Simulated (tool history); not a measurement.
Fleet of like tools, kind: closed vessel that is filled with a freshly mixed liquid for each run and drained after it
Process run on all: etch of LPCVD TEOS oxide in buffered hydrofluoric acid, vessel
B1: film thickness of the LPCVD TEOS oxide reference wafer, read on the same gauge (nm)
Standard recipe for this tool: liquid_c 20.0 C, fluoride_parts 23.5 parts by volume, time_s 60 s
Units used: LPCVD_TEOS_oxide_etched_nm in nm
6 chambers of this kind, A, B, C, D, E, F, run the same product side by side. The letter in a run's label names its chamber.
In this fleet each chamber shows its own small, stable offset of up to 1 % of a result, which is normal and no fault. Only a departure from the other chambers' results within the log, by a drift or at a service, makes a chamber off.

Run 1F, hour 6.2: usual settings; B1 150.00. Result: LPCVD_TEOS_oxide_etched_nm 80.658 nm.
Run 2C, hour 12.1: usual settings; B1 150.00. Result: LPCVD_TEOS_oxide_etched_nm 80.356 nm.
Run 3B, hour 17.5: usual settings; B1 150.00. Result: LPCVD_TEOS_oxide_etched_nm 80.121 nm.
Run 4A, hour 22.5: usual settings; B1 150.01. Result: LPCVD_TEOS_oxide_etched_nm 80.397 nm.
Run 5D, hour 27.4: usual settings; B1 150.01. Result: LPCVD_TEOS_oxide_etched_nm 78.953 nm.
Run 6E, hour 34.4: usual settings; B1 150.00. Result: LPCVD_TEOS_oxide_etched_nm 80.633 nm.
Run 7D, hour 39.5: usual settings but liquid_c 17.0 C, fluoride_parts 30.0 parts by volume; B1 150.00. Result: LPCVD_TEOS_oxide_etched_nm 57.606 nm.
Run 8E, hour 47.0: usual settings but liquid_c 17.0 C, fluoride_parts 30.0 parts by volume; B1 149.99. Result: LPCVD_TEOS_oxide_etched_nm 57.436 nm.
At hour 47.4: chamber B: hydrofluoric acid flow meter replaced.
Run 9C, hour 52.7: usual settings but liquid_c 17.0 C, fluoride_parts 30.0 parts by volume; B1 150.01. Result: LPCVD_TEOS_oxide_etched_nm 57.610 nm.
Run 10B, hour 57.9: usual settings but liquid_c 17.0 C, fluoride_parts 30.0 parts by volume; B1 149.98. Result: LPCVD_TEOS_oxide_etched_nm 59.044 nm.
Run 11A, hour 62.7: usual settings but liquid_c 17.0 C, fluoride_parts 30.0 parts by volume; B1 150.01. Result: LPCVD_TEOS_oxide_etched_nm 58.694 nm.
Run 12F, hour 71.4: usual settings but liquid_c 17.0 C, fluoride_parts 30.0 parts by volume; B1 149.99. Result: LPCVD_TEOS_oxide_etched_nm 58.157 nm.
Run 13D, hour 76.6: usual settings but liquid_c 22.5 C, fluoride_parts 19.0 parts by volume; B1 149.99. Result: LPCVD_TEOS_oxide_etched_nm 109.480 nm.
Run 14E, hour 81.5: usual settings but liquid_c 22.5 C, fluoride_parts 19.0 parts by volume; B1 149.99. Result: LPCVD_TEOS_oxide_etched_nm 108.090 nm.
Run 15F, hour 88.8: usual settings but liquid_c 22.5 C, fluoride_parts 19.0 parts by volume; B1 150.01. Result: LPCVD_TEOS_oxide_etched_nm 109.650 nm.
Run 16B, hour 97.2: usual settings but liquid_c 22.5 C, fluoride_parts 19.0 parts by volume; B1 150.01. Result: LPCVD_TEOS_oxide_etched_nm 111.320 nm.
Run 17A, hour 105.8: usual settings but liquid_c 22.5 C, fluoride_parts 19.0 parts by volume; B1 150.00. Result: LPCVD_TEOS_oxide_etched_nm 109.220 nm.
Run 18C, hour 114.2: usual settings but liquid_c 22.5 C, fluoride_parts 19.0 parts by volume; B1 149.99. Result: LPCVD_TEOS_oxide_etched_nm 110.750 nm.
Run 19F, hour 120.9: usual settings; B1 150.01. Result: LPCVD_TEOS_oxide_etched_nm 81.732 nm.
Run 20B, hour 126.1: usual settings; B1 150.02. Result: LPCVD_TEOS_oxide_etched_nm 82.392 nm.
Run 21C, hour 130.2: usual settings but liquid_c 18.5 C, fluoride_parts 20.5 parts by volume; B1 150.01. Result: LPCVD_TEOS_oxide_etched_nm 81.937 nm.
Run 22E, hour 135.6: usual settings but liquid_c 18.5 C, fluoride_parts 20.5 parts by volume; B1 150.01. Result: LPCVD_TEOS_oxide_etched_nm 81.613 nm.
Run 23D, hour 144.5: usual settings but liquid_c 18.5 C, fluoride_parts 20.5 parts by volume; B1 150.02. Result: LPCVD_TEOS_oxide_etched_nm 81.034 nm.
Run 24A, hour 149.5: usual settings but liquid_c 18.5 C, fluoride_parts 20.5 parts by volume; B1 149.96. Result: LPCVD_TEOS_oxide_etched_nm 81.890 nm.
Run 25E, hour 154.2: usual settings but liquid_c 18.5 C, fluoride_parts 20.5 parts by volume; B1 149.99. Result: LPCVD_TEOS_oxide_etched_nm 81.807 nm.
Run 26C, hour 159.2: usual settings but liquid_c 18.5 C, fluoride_parts 20.5 parts by volume; B1 149.98. Result: LPCVD_TEOS_oxide_etched_nm 80.213 nm.
Run 27B, hour 165.2: usual settings; B1 150.01. Result: LPCVD_TEOS_oxide_etched_nm 81.114 nm.
Run 28F, hour 171.6: usual settings; B1 149.97. Result: LPCVD_TEOS_oxide_etched_nm 80.570 nm.
Run 29D, hour 179.3: usual settings but fluoride_parts 29.0 parts by volume, time_s 80 s; B1 149.99. Result: LPCVD_TEOS_oxide_etched_nm 91.432 nm.
Run 30A, hour 186.6: usual settings but fluoride_parts 29.0 parts by volume, time_s 80 s; B1 150.00. Result: LPCVD_TEOS_oxide_etched_nm 92.788 nm.
At hour 191.5: chamber D: hydrofluoric acid flow meter replaced.
Run 31D, hour 195.3: usual settings but fluoride_parts 29.0 parts by volume, time_s 80 s; B1 150.00. Result: LPCVD_TEOS_oxide_etched_nm 94.574 nm.
Run 32C, hour 203.1: usual settings but fluoride_parts 29.0 parts by volume, time_s 80 s; B1 150.02. Result: LPCVD_TEOS_oxide_etched_nm 88.558 nm.
Run 33A, hour 210.9: usual settings but fluoride_parts 29.0 parts by volume, time_s 80 s; B1 150.02. Result: LPCVD_TEOS_oxide_etched_nm 92.966 nm.
Run 34E, hour 218.1: usual settings but fluoride_parts 29.0 parts by volume, time_s 80 s; B1 150.01. Result: LPCVD_TEOS_oxide_etched_nm 92.547 nm.
Run 35B, hour 225.8: usual settings; B1 149.99. Result: LPCVD_TEOS_oxide_etched_nm 81.124 nm.
Run 36F, hour 232.1: usual settings but time_s 40 s; B1 150.05. Result: LPCVD_TEOS_oxide_etched_nm 53.602 nm.
Run 37E, hour 236.5: usual settings but time_s 40 s; B1 150.02. Result: LPCVD_TEOS_oxide_etched_nm 53.783 nm.
Run 38A, hour 245.9: usual settings but time_s 40 s; B1 150.00. Result: LPCVD_TEOS_oxide_etched_nm 53.502 nm.
Run 39B, hour 254.5: usual settings but time_s 40 s; B1 149.97. Result: LPCVD_TEOS_oxide_etched_nm 55.061 nm.
Run 40F, hour 264.0: usual settings but time_s 40 s; B1 149.99. Result: LPCVD_TEOS_oxide_etched_nm 53.525 nm.
Run 41D, hour 272.3: usual settings but time_s 40 s; B1 150.00. Result: LPCVD_TEOS_oxide_etched_nm 53.091 nm.
Run 42C, hour 281.5: usual settings; B1 150.03. Result: LPCVD_TEOS_oxide_etched_nm 74.212 nm.

Predict what each chamber gives when all 6 of them run the settings below next.
Run 43A, hour 288.3: usual settings. Result: LPCVD_TEOS_oxide_etched_nm ?.
Run 43B, hour 288.3: usual settings. Result: LPCVD_TEOS_oxide_etched_nm ?.
Run 43C, hour 288.3: usual settings. Result: LPCVD_TEOS_oxide_etched_nm ?.
Run 43D, hour 288.3: usual settings. Result: LPCVD_TEOS_oxide_etched_nm ?.
Run 43E, hour 288.3: usual settings. Result: LPCVD_TEOS_oxide_etched_nm ?.
Run 43F, hour 288.3: usual settings. Result: LPCVD_TEOS_oxide_etched_nm ?.

run  LPCVD_TEOS_oxide_etched_nm
43A                      81.781
43B                      81.221
43C                      73.299
43D                      80.172
43E                      79.355
43F                      80.240

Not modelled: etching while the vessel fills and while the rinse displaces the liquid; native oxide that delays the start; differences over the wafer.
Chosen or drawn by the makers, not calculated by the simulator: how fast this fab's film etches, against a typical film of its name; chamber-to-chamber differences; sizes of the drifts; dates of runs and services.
